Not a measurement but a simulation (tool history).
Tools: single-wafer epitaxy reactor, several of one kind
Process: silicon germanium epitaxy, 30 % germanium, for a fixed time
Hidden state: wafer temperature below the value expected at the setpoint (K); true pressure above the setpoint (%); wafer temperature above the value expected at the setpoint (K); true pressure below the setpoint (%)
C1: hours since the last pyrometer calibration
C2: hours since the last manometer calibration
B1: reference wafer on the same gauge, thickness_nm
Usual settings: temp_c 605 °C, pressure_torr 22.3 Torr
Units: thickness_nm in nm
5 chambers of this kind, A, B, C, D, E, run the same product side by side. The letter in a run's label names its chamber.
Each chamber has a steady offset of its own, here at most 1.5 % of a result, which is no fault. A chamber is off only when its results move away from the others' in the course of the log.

{"run": "1D", "hour": 8.6, "temp_c": 605, "pressure_torr": 22.3, "C1": 29.7, "C2": 252.9, "B1": 71.029, "thickness_nm": 67.195}
{"run": "2C", "hour": 17.8, "temp_c": 605, "pressure_torr": 22.3, "C1": 1214.8, "C2": 479.5, "B1": 70.995, "thickness_nm": 67.495}
{"run": "3E", "hour": 24.4, "temp_c": 605, "pressure_torr": 22.3, "C1": 45.7, "C2": 872.6, "B1": 71.006, "thickness_nm": 67.004}
{"run": "4B", "hour": 33.1, "temp_c": 605, "pressure_torr": 22.3, "C1": 532.5, "C2": 2517.6, "B1": 70.984, "thickness_nm": 67.104}
{"run": "5A", "hour": 39.1, "temp_c": 605, "pressure_torr": 22.3, "C1": 304.4, "C2": 1513.3, "B1": 70.968, "thickness_nm": 67.779}
{"run": "6D", "hour": 44.5, "temp_c": 605, "pressure_torr": 22.3, "C1": 65.6, "C2": 288.8, "B1": 71.014, "thickness_nm": 67.282}
{"run": "7C", "hour": 52.6, "temp_c": 605, "pressure_torr": 25.3, "C1": 1249.6, "C2": 514.3, "B1": 70.937, "thickness_nm": 71.01}
{"run": "8B", "hour": 59.9, "temp_c": 605, "pressure_torr": 25.3, "C1": 559.3, "C2": 2544.4, "B1": 70.966, "thickness_nm": 70.897}
{"run": "9A", "hour": 68.3, "temp_c": 605, "pressure_torr": 25.3, "C1": 333.6, "C2": 1542.5, "B1": 70.979, "thickness_nm": 70.938}
{"run": "10E", "hour": 74.7, "temp_c": 605, "pressure_torr": 25.3, "C1": 96, "C2": 922.9, "B1": 70.965, "thickness_nm": 70.37}
{"run": "11B", "hour": 84.9, "temp_c": 605, "pressure_torr": 25.3, "C1": 584.3, "C2": 2569.4, "B1": 70.959, "thickness_nm": 71.066}
{"run": "12D", "hour": 94.2, "temp_c": 605, "pressure_torr": 22.3, "C1": 115.3, "C2": 338.5, "B1": 71.079, "thickness_nm": 67.074}
{"run": "13C", "hour": 105.2, "temp_c": 605, "pressure_torr": 22.3, "C1": 1302.2, "C2": 566.9, "B1": 71.053, "thickness_nm": 68.236}
{"hour": 105.4, "done": "chamber B: capacitance manometer re-zeroed and calibrated"}
{"run": "14E", "hour": 116.7, "temp_c": 605, "pressure_torr": 22.3, "C1": 138, "C2": 964.9, "B1": 70.973, "thickness_nm": 66.77}
{"run": "15A", "hour": 127.0, "temp_c": 605, "pressure_torr": 22.3, "C1": 392.3, "C2": 1601.2, "B1": 70.951, "thickness_nm": 67.647}
{"run": "16D", "hour": 138.2, "temp_c": 605, "pressure_torr": 22.3, "C1": 159.3, "C2": 382.5, "B1": 71.011, "thickness_nm": 66.809}
{"run": "17E", "hour": 144.9, "temp_c": 605, "pressure_torr": 22.3, "C1": 166.2, "C2": 993.1, "B1": 71.007, "thickness_nm": 67.632}
{"run": "18B", "hour": 153.0, "temp_c": 605, "pressure_torr": 22.3, "C1": 652.4, "C2": 47.6, "B1": 70.967, "thickness_nm": 66.929}
{"run": "19C", "hour": 162.0, "temp_c": 605, "pressure_torr": 26.4, "C1": 1359, "C2": 623.7, "B1": 71.028, "thickness_nm": 73.509}
{"run": "20A", "hour": 170.5, "temp_c": 605, "pressure_torr": 26.4, "C1": 435.8, "C2": 1644.7, "B1": 71.004, "thickness_nm": 72.617}
{"run": "21C", "hour": 177.5, "temp_c": 605, "pressure_torr": 26.4, "C1": 1374.5, "C2": 639.2, "B1": 70.936, "thickness_nm": 74.343}
{"run": "22B", "hour": 187.5, "temp_c": 605, "pressure_torr": 26.4, "C1": 686.9, "C2": 82.1, "B1": 70.99, "thickness_nm": 71.612}
{"run": "23A", "hour": 197.2, "temp_c": 605, "pressure_torr": 26.4, "C1": 462.5, "C2": 1671.4, "B1": 70.935, "thickness_nm": 72.837}
{"run": "24E", "hour": 205.1, "temp_c": 605, "pressure_torr": 22.3, "C1": 226.4, "C2": 1053.3, "B1": 71.014, "thickness_nm": 67.32}
{"run": "25D", "hour": 213.2, "temp_c": 615, "pressure_torr": 18.5, "C1": 234.3, "C2": 457.5, "B1": 71.036, "thickness_nm": 74.345}
{"run": "26D", "hour": 220.5, "temp_c": 615, "pressure_torr": 18.5, "C1": 241.6, "C2": 464.8, "B1": 70.982, "thickness_nm": 73.823}
{"run": "27C", "hour": 228.9, "temp_c": 615, "pressure_torr": 18.5, "C1": 1425.9, "C2": 690.6, "B1": 70.945, "thickness_nm": 77.489}
{"run": "28A", "hour": 239.0, "temp_c": 615, "pressure_torr": 18.5, "C1": 504.3, "C2": 1713.2, "B1": 71.014, "thickness_nm": 74.805}
{"run": "29E", "hour": 250.0, "temp_c": 615, "pressure_torr": 18.5, "C1": 271.3, "C2": 1098.2, "B1": 71.03, "thickness_nm": 74.232}
{"run": "30B", "hour": 259.2, "temp_c": 605, "pressure_torr": 22.3, "C1": 758.6, "C2": 153.8, "B1": 71.017, "thickness_nm": 67}
{"run": "31D", "hour": 267.9, "temp_c": 593, "pressure_torr": 25.9, "C1": 289, "C2": 512.2, "B1": 70.934, "thickness_nm": 56.966}
{"run": "32A", "hour": 276.4, "temp_c": 593, "pressure_torr": 25.9, "C1": 541.7, "C2": 1750.6, "B1": 70.971, "thickness_nm": 57.34}
{"run": "33C", "hour": 286.2, "temp_c": 593, "pressure_torr": 25.9, "C1": 1483.2, "C2": 747.9, "B1": 70.901, "thickness_nm": 59.886}
{"run": "34B", "hour": 295.1, "temp_c": 593, "pressure_torr": 25.9, "C1": 794.5, "C2": 189.7, "B1": 70.982, "thickness_nm": 57.468}
{"run": "35E", "hour": 303.0, "temp_c": 593, "pressure_torr": 25.9, "C1": 324.3, "C2": 1151.2, "B1": 70.95, "thickness_nm": 57.135}
{"run": "36E", "hour": 311.4, "temp_c": 605, "pressure_torr": 22.3, "C1": 332.7, "C2": 1159.6, "B1": 70.993, "thickness_nm": 67.135}
{"run": "37B", "hour": 320.1, "temp_c": 605, "pressure_torr": 22.3, "C1": 819.5, "C2": 214.7, "B1": 71.059, "thickness_nm": 66.953}
{"run": "38C", "hour": 328.2, "temp_c": 605, "pressure_torr": 22.3, "C1": 1525.2, "C2": 789.9, "B1": 70.981, "thickness_nm": 70.784}
{"run": "39A", "hour": 336.8, "temp_c": 605, "pressure_torr": 22.3, "C1": 602.1, "C2": 1811, "B1": 71.006, "thickness_nm": 67.691}

Next, every chamber runs the same settings. What will each give?
{"run": "40A", "hour": 345.0, "temp_c": 605, "pressure_torr": 22.3, "thickness_nm": "?"}
{"run": "40B", "hour": 345.0, "temp_c": 605, "pressure_torr": 22.3, "thickness_nm": "?"}
{"run": "40C", "hour": 345.0, "temp_c": 605, "pressure_torr": 22.3, "thickness_nm": "?"}
{"run": "40D", "hour": 345.0, "temp_c": 605, "pressure_torr": 22.3, "thickness_nm": "?"}
{"run": "40E", "hour": 345.0, "temp_c": 605, "pressure_torr": 22.3, "thickness_nm": "?"}

run=40A thickness_nm=67.965
run=40B thickness_nm=67.566
run=40C thickness_nm=71.405
run=40D thickness_nm=66.988
run=40E thickness_nm=67.107
